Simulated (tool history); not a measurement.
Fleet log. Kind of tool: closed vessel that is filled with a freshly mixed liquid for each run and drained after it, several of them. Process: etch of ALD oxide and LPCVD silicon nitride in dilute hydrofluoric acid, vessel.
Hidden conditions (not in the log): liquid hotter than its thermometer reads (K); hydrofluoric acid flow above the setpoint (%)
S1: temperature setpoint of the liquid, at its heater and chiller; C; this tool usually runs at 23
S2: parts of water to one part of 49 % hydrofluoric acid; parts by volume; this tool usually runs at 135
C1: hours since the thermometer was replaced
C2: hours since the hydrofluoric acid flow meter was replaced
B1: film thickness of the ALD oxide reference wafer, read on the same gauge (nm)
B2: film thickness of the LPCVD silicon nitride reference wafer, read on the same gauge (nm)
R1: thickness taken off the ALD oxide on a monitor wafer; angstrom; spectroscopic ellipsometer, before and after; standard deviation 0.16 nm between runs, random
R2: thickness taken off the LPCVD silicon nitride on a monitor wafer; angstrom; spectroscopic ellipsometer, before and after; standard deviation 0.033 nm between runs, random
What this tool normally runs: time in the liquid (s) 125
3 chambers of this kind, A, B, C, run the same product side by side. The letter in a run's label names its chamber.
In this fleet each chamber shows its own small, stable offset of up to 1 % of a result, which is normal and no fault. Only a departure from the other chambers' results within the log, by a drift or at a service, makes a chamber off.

run 1C hour=9.5 | S1=23 S2=135 time_in_the_liquid_(s)=125 | C1=1166.3 C2=833.3 | B1=79.999 B2=79.971 | R1=188.02 R2=4.6339
run 2A hour=16.7 | S1=23 S2=135 time_in_the_liquid_(s)=125 | C1=906.2 C2=1337.3 | B1=79.991 B2=80.011 | R1=186.59 R2=3.7989
run 3B hour=24.8 | S1=23 S2=135 time_in_the_liquid_(s)=125 | C1=491.4 C2=495.3 | B1=80.013 B2=80.007 | R1=183.05 R2=4.034
run 4B hour=36.7 | S1=23 S2=135 time_in_the_liquid_(s)=125 | C1=503.3 C2=507.2 | B1=79.983 B2=80.001 | R1=186.39 R2=4.1007
run 5A hour=45.4 | S1=23 S2=135 time_in_the_liquid_(s)=125 | C1=934.9 C2=1366 | B1=80.005 B2=80.027 | R1=189.18 R2=4.0422
run 6C hour=59.7 | S1=23 S2=195 time_in_the_liquid_(s)=170 | C1=1216.5 C2=883.5 | B1=80.074 B2=79.973 | R1=165.56 R2=3.5657
run 7A hour=66.6 | S1=23 S2=195 time_in_the_liquid_(s)=170 | C1=956.1 C2=1387.2 | B1=79.978 B2=79.988 | R1=166.81 R2=4.204
run 8B hour=77.5 | S1=23 S2=195 time_in_the_liquid_(s)=170 | C1=544.1 C2=548 | B1=79.999 B2=79.995 | R1=165.02 R2=4.0734
run 9C hour=84.5 | S1=23 S2=135 time_in_the_liquid_(s)=125 | C1=1241.3 C2=908.3 | B1=79.977 B2=79.979 | R1=185.36 R2=4.3301
run 10A hour=92.5 | S1=23 S2=135 time_in_the_liquid_(s)=60 | C1=982 C2=1413.1 | B1=79.995 B2=80.01 | R1=90.681 R2=2.2318
run 11C hour=104.3 | S1=23 S2=135 time_in_the_liquid_(s)=60 | C1=1261.1 C2=928.1 | B1=80.059 B2=79.955 | R1=91.388 R2=2.0164
run 12B hour=111.1 | S1=23 S2=135 time_in_the_liquid_(s)=60 | C1=577.7 C2=581.6 | B1=80.025 B2=80.025 | R1=91.397 R2=1.9476
-- hour=123.2 chamber A: thermometer replaced
run 13A hour=124.6 | S1=23 S2=135 time_in_the_liquid_(s)=125 | C1=1.5 C2=1445.2 | B1=80.015 B2=80.048 | R1=185.93 R2=4.8916
run 14C hour=137.4 | S1=23 S2=135 time_in_the_liquid_(s)=125 | C1=1294.2 C2=961.2 | B1=80.048 B2=80.013 | R1=189.43 R2=4.7375
run 15B hour=145.1 | S1=26.5 S2=135 time_in_the_liquid_(s)=165 | C1=611.7 C2=615.6 | B1=80.01 B2=80.03 | R1=290.26 R2=7.9158
run 16C hour=157.9 | S1=26.5 S2=135 time_in_the_liquid_(s)=165 | C1=1314.7 C2=981.7 | B1=79.974 B2=80.044 | R1=285.01 R2=6.5558
run 17B hour=171.7 | S1=26.5 S2=135 time_in_the_liquid_(s)=165 | C1=638.3 C2=642.2 | B1=80.046 B2=79.983 | R1=297.8 R2=7.8522
run 18A hour=182.3 | S1=23 S2=135 time_in_the_liquid_(s)=125 | C1=59.2 C2=1502.9 | B1=80.013 B2=79.995 | R1=187.84 R2=4.5789
run 19A hour=192.8 | S1=23 S2=135 time_in_the_liquid_(s)=125 | C1=69.7 C2=1513.4 | B1=80.009 B2=80.015 | R1=185.92 R2=4.0399
run 20B hour=206.9 | S1=23 S2=135 time_in_the_liquid_(s)=125 | C1=673.5 C2=677.4 | B1=80.019 B2=79.964 | R1=202.65 R2=4.8778

Predict what each chamber gives when all 3 of them run the settings below next.
run 21A hour=217.7 | S1=23 S2=135 time_in_the_liquid_(s)=125 | R1=? R2=?
run 21B hour=217.7 | S1=23 S2=135 time_in_the_liquid_(s)=125 | R1=? R2=?
run 21C hour=217.7 | S1=23 S2=135 time_in_the_liquid_(s)=125 | R1=? R2=?

run=21A R1=189.72 R2=4.8834
run=21B R1=200.56 R2=4.6779
run=21C R1=188.23 R2=4.3417

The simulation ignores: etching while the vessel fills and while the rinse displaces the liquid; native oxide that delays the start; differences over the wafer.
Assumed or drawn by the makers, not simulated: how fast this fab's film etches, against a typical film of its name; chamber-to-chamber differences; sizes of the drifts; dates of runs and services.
